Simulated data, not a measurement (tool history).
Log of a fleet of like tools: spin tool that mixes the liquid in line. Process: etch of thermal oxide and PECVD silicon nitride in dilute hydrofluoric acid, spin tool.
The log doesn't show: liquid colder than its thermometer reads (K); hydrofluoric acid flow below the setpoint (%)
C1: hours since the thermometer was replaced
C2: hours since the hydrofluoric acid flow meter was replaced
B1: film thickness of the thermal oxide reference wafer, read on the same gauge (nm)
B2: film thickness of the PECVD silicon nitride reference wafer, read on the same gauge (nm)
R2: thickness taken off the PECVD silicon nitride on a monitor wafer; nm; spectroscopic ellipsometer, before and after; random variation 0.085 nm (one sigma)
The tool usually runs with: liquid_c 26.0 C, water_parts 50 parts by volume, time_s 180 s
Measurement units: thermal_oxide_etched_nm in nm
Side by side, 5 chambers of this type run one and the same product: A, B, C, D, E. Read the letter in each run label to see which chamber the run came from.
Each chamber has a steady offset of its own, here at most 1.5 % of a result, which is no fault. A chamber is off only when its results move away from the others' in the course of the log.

run 1E hour=4.2 | liquid_c=26.0 water_parts=50 time_s=180 | C1=839.1 C2=231.3 | B1=99.996 B2=49.961 | thermal_oxide_etched_nm=20.057 R2=12.879
run 2C hour=8.3 | liquid_c=26.0 water_parts=50 time_s=180 | C1=198.0 C2=1562.2 | B1=99.998 B2=49.999 | thermal_oxide_etched_nm=20.201 R2=12.974
run 3D hour=15.0 | liquid_c=26.0 water_parts=50 time_s=180 | C1=1495.7 C2=1172.0 | B1=99.991 B2=49.976 | thermal_oxide_etched_nm=20.326 R2=12.874
run 4A hour=20.4 | liquid_c=26.0 water_parts=50 time_s=180 | C1=1336.0 C2=2531.8 | B1=100.000 B2=50.003 | thermal_oxide_etched_nm=20.179 R2=12.952
run 5B hour=28.1 | liquid_c=26.0 water_parts=50 time_s=280 | C1=119.9 C2=943.6 | B1=100.000 B2=50.006 | thermal_oxide_etched_nm=31.458 R2=20.155
run 6B hour=34.5 | liquid_c=26.0 water_parts=50 time_s=280 | C1=126.3 C2=950.0 | B1=100.010 B2=49.983 | thermal_oxide_etched_nm=31.541 R2=20.221
run 7D hour=40.3 | liquid_c=26.0 water_parts=50 time_s=280 | C1=1521.0 C2=1197.3 | B1=100.000 B2=49.985 | thermal_oxide_etched_nm=31.180 R2=20.172
-- hour=43.0 chamber A: thermometer replaced
run 8C hour=48.2 | liquid_c=26.0 water_parts=50 time_s=280 | C1=237.9 C2=1602.1 | B1=99.998 B2=49.981 | thermal_oxide_etched_nm=31.346 R2=20.077
-- hour=54.5 chamber A: hydrofluoric acid flow meter replaced
run 9E hour=54.5 | liquid_c=26.0 water_parts=50 time_s=280 | C1=889.4 C2=281.6 | B1=99.990 B2=50.004 | thermal_oxide_etched_nm=31.257 R2=20.165
run 10A hour=58.6 | liquid_c=31.0 water_parts=30 time_s=180 | C1=15.7 C2=4.1 | B1=100.000 B2=49.988 | thermal_oxide_etched_nm=42.781 R2=29.922
run 11E hour=63.2 | liquid_c=31.0 water_parts=30 time_s=180 | C1=898.1 C2=290.3 | B1=100.000 B2=50.029 | thermal_oxide_etched_nm=41.843 R2=29.317
run 12C hour=68.1 | liquid_c=31.0 water_parts=30 time_s=180 | C1=257.8 C2=1622.0 | B1=100.030 B2=49.981 | thermal_oxide_etched_nm=42.979 R2=30.102
run 13B hour=73.2 | liquid_c=31.0 water_parts=30 time_s=180 | C1=165.0 C2=988.7 | B1=100.020 B2=49.996 | thermal_oxide_etched_nm=42.792 R2=29.822
run 14D hour=80.2 | liquid_c=31.0 water_parts=30 time_s=180 | C1=1560.9 C2=1237.2 | B1=100.000 B2=50.018 | thermal_oxide_etched_nm=41.971 R2=29.280
run 15A hour=88.7 | liquid_c=26.0 water_parts=50 time_s=180 | C1=45.8 C2=34.2 | B1=100.020 B2=49.974 | thermal_oxide_etched_nm=20.251 R2=13.193
-- hour=91.5 chamber D: hydrofluoric acid flow meter replaced
run 16C hour=93.7 | liquid_c=26.0 water_parts=50 time_s=180 | C1=283.4 C2=1647.6 | B1=99.986 B2=50.004 | thermal_oxide_etched_nm=20.084 R2=12.957
run 17A hour=98.6 | liquid_c=26.0 water_parts=50 time_s=180 | C1=55.7 C2=44.1 | B1=100.010 B2=49.991 | thermal_oxide_etched_nm=20.191 R2=13.075
-- hour=105.6 chamber C: hydrofluoric acid flow meter replaced
run 18B hour=107.0 | liquid_c=26.0 water_parts=50 time_s=180 | C1=198.8 C2=1022.5 | B1=100.000 B2=49.989 | thermal_oxide_etched_nm=20.207 R2=12.860
run 19D hour=115.2 | liquid_c=26.0 water_parts=50 time_s=180 | C1=1595.9 C2=23.8 | B1=99.985 B2=50.011 | thermal_oxide_etched_nm=20.294 R2=12.797
run 20E hour=122.1 | liquid_c=26.0 water_parts=50 time_s=180 | C1=957.0 C2=349.2 | B1=100.010 B2=49.964 | thermal_oxide_etched_nm=20.049 R2=12.860
run 21C hour=130.1 | liquid_c=26.0 water_parts=50 time_s=180 | C1=319.8 C2=24.6 | B1=100.020 B2=50.004 | thermal_oxide_etched_nm=20.192 R2=12.849
run 22D hour=134.9 | liquid_c=26.0 water_parts=50 time_s=180 | C1=1615.6 C2=43.5 | B1=99.996 B2=49.988 | thermal_oxide_etched_nm=20.246 R2=12.868
run 23B hour=143.6 | liquid_c=26.0 water_parts=50 time_s=180 | C1=235.4 C2=1059.1 | B1=100.010 B2=50.015 | thermal_oxide_etched_nm=20.264 R2=12.937
run 24A hour=147.7 | liquid_c=26.0 water_parts=50 time_s=180 | C1=104.8 C2=93.2 | B1=100.010 B2=50.002 | thermal_oxide_etched_nm=20.222 R2=12.973
run 25E hour=156.3 | liquid_c=26.0 water_parts=50 time_s=180 | C1=991.2 C2=383.4 | B1=99.994 B2=49.978 | thermal_oxide_etched_nm=20.070 R2=12.761
run 26C hour=162.9 | liquid_c=28.5 water_parts=50 time_s=180 | C1=352.6 C2=57.4 | B1=100.000 B2=50.025 | thermal_oxide_etched_nm=22.299 R2=14.969
run 27A hour=168.3 | liquid_c=28.5 water_parts=50 time_s=180 | C1=125.4 C2=113.8 | B1=99.996 B2=49.989 | thermal_oxide_etched_nm=22.242 R2=15.526
run 28E hour=175.2 | liquid_c=28.5 water_parts=50 time_s=180 | C1=1010.1 C2=402.3 | B1=99.993 B2=49.988 | thermal_oxide_etched_nm=22.267 R2=15.231
run 29B hour=181.4 | liquid_c=28.5 water_parts=50 time_s=180 | C1=273.2 C2=1096.9 | B1=99.994 B2=50.015 | thermal_oxide_etched_nm=22.437 R2=15.070
run 30D hour=186.6 | liquid_c=28.5 water_parts=50 time_s=180 | C1=1667.3 C2=95.2 | B1=100.010 B2=50.007 | thermal_oxide_etched_nm=22.310 R2=15.163
run 31D hour=192.1 | liquid_c=26.0 water_parts=50 time_s=180 | C1=1672.8 C2=100.7 | B1=100.000 B2=50.004 | thermal_oxide_etched_nm=20.192 R2=12.884
run 32E hour=198.9 | liquid_c=26.0 water_parts=50 time_s=180 | C1=1033.8 C2=426.0 | B1=100.010 B2=49.957 | thermal_oxide_etched_nm=20.070 R2=12.844
run 33C hour=207.2 | liquid_c=26.0 water_parts=50 time_s=180 | C1=396.9 C2=101.7 | B1=99.995 B2=49.984 | thermal_oxide_etched_nm=20.155 R2=12.830
run 34A hour=213.2 | liquid_c=26.0 water_parts=50 time_s=180 | C1=170.3 C2=158.7 | B1=99.979 B2=49.989 | thermal_oxide_etched_nm=20.223 R2=12.965
run 35B hour=218.2 | liquid_c=26.0 water_parts=50 time_s=180 | C1=310.0 C2=1133.7 | B1=99.987 B2=50.031 | thermal_oxide_etched_nm=20.342 R2=12.949
run 36B hour=224.7 | liquid_c=26.0 water_parts=50 time_s=180 | C1=316.5 C2=1140.2 | B1=100.000 B2=50.001 | thermal_oxide_etched_nm=20.138 R2=12.798
run 37C hour=229.9 | liquid_c=26.0 water_parts=50 time_s=180 | C1=419.6 C2=124.4 | B1=99.997 B2=50.020 | thermal_oxide_etched_nm=20.145 R2=12.867
run 38D hour=236.6 | liquid_c=26.0 water_parts=50 time_s=180 | C1=1717.3 C2=145.2 | B1=99.991 B2=50.009 | thermal_oxide_etched_nm=20.175 R2=12.917

Is one chamber off against the others, does the gauge drift, or is nothing wrong? If a chamber is off, say which, and what the likeliest cause is.

Beyond each chamber's small constant offset nothing stands out, and the gauge stays steady.
